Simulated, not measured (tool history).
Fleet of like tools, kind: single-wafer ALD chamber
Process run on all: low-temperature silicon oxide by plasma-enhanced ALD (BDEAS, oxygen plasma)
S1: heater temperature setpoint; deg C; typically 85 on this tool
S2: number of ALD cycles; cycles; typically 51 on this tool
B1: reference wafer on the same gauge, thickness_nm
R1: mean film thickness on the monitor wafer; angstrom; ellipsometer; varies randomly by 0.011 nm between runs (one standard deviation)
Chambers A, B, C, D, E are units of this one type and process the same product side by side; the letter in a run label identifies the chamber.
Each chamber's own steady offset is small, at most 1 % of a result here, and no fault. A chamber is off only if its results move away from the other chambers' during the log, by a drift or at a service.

| run | hour | S1 | S2 | B1 | R1 |
|---|---|---|---|---|---|
| 1B | 4.2 | 85 | 51 | 7.7304 | 76.768 |
| 2D | 9.2 | 85 | 51 | 7.7263 | 77.606 |
| 3A | 15.3 | 85 | 51 | 7.7245 | 76.779 |
| 4E | 18.7 | 85 | 51 | 7.7273 | 76.847 |
| 5C | 22.7 | 99 | 51 | 7.7286 | 73.469 |
| 6D | 27.4 | 99 | 51 | 7.7282 | 73.792 |
| 7B | 32.7 | 99 | 51 | 7.7243 | 72.784 |
| 8E | 36.4 | 99 | 51 | 7.7239 | 73.284 |
| 9C | 42.8 | 99 | 51 | 7.7195 | 73.269 |
| 10A | 47.2 | 85 | 51 | 7.7197 | 76.618 |
| 11C | 51.5 | 85 | 51 | 7.7186 | 77.181 |
| 12B | 56.6 | 85 | 51 | 7.7192 | 76.638 |
| 13D | 63.1 | 85 | 51 | 7.7182 | 77.375 |
| 14E | 66.7 | 85 | 51 | 7.7198 | 76.555 |
|  | 68.7 | chamber D: thermocouple changed; heater temperature recalibrated |
| 15A | 74.0 | 85 | 51 | 7.7161 | 76.646 |
| 16D | 80.2 | 85 | 51 | 7.7151 | 77.256 |
| 17B | 84.2 | 85 | 51 | 7.7139 | 76.596 |
| 18C | 90.5 | 85 | 51 | 7.7123 | 77.072 |
| 19E | 96.3 | 85 | 45 | 7.7102 | 67.710 |
| 20A | 102.8 | 85 | 45 | 7.7093 | 67.550 |
| 21D | 107.4 | 85 | 45 | 7.7072 | 68.098 |
| 22E | 111.0 | 85 | 45 | 7.7071 | 67.604 |
| 23B | 115.8 | 85 | 45 | 7.7046 | 67.556 |
| 24C | 119.9 | 73 | 51 | 7.7027 | 79.834 |
| 25A | 124.9 | 73 | 51 | 7.7073 | 79.669 |
| 26C | 131.4 | 73 | 51 | 7.7039 | 80.104 |
| 27B | 136.8 | 73 | 51 | 7.7055 | 79.723 |
| 28D | 140.2 | 73 | 51 | 7.7023 | 80.284 |
| 29A | 143.8 | 85 | 51 | 7.6980 | 76.365 |
| 30E | 149.0 | 85 | 51 | 7.7022 | 76.632 |
| 31E | 154.8 | 85 | 51 | 7.6989 | 76.343 |
| 32A | 161.3 | 85 | 51 | 7.6975 | 76.388 |
| 33D | 166.7 | 85 | 51 | 7.6950 | 77.178 |
| 34B | 170.7 | 85 | 51 | 7.6928 | 76.305 |
| 35C | 176.4 | 85 | 51 | 7.6946 | 76.839 |
| 36D | 182.5 | 93 | 43 | 7.6941 | 63.145 |
| 37C | 188.4 | 93 | 43 | 7.6937 | 62.960 |
| 38B | 194.2 | 93 | 43 | 7.6896 | 62.413 |
| 39E | 199.5 | 93 | 43 | 7.6914 | 62.631 |
| 40A | 203.1 | 93 | 43 | 7.6864 | 62.520 |
| 41D | 210.2 | 85 | 51 | 7.6916 | 77.039 |

Read the log: is a single chamber off, either drifting away or since a service, is the gauge that measures every chamber drifting, or is nothing wrong beyond small per-chamber offsets? Name any odd chamber and what most likely caused it.

Gauge drift. The chambers move together only on paper, and none stands off.
What lies behind it: gauge reads low (%) = 0.564.
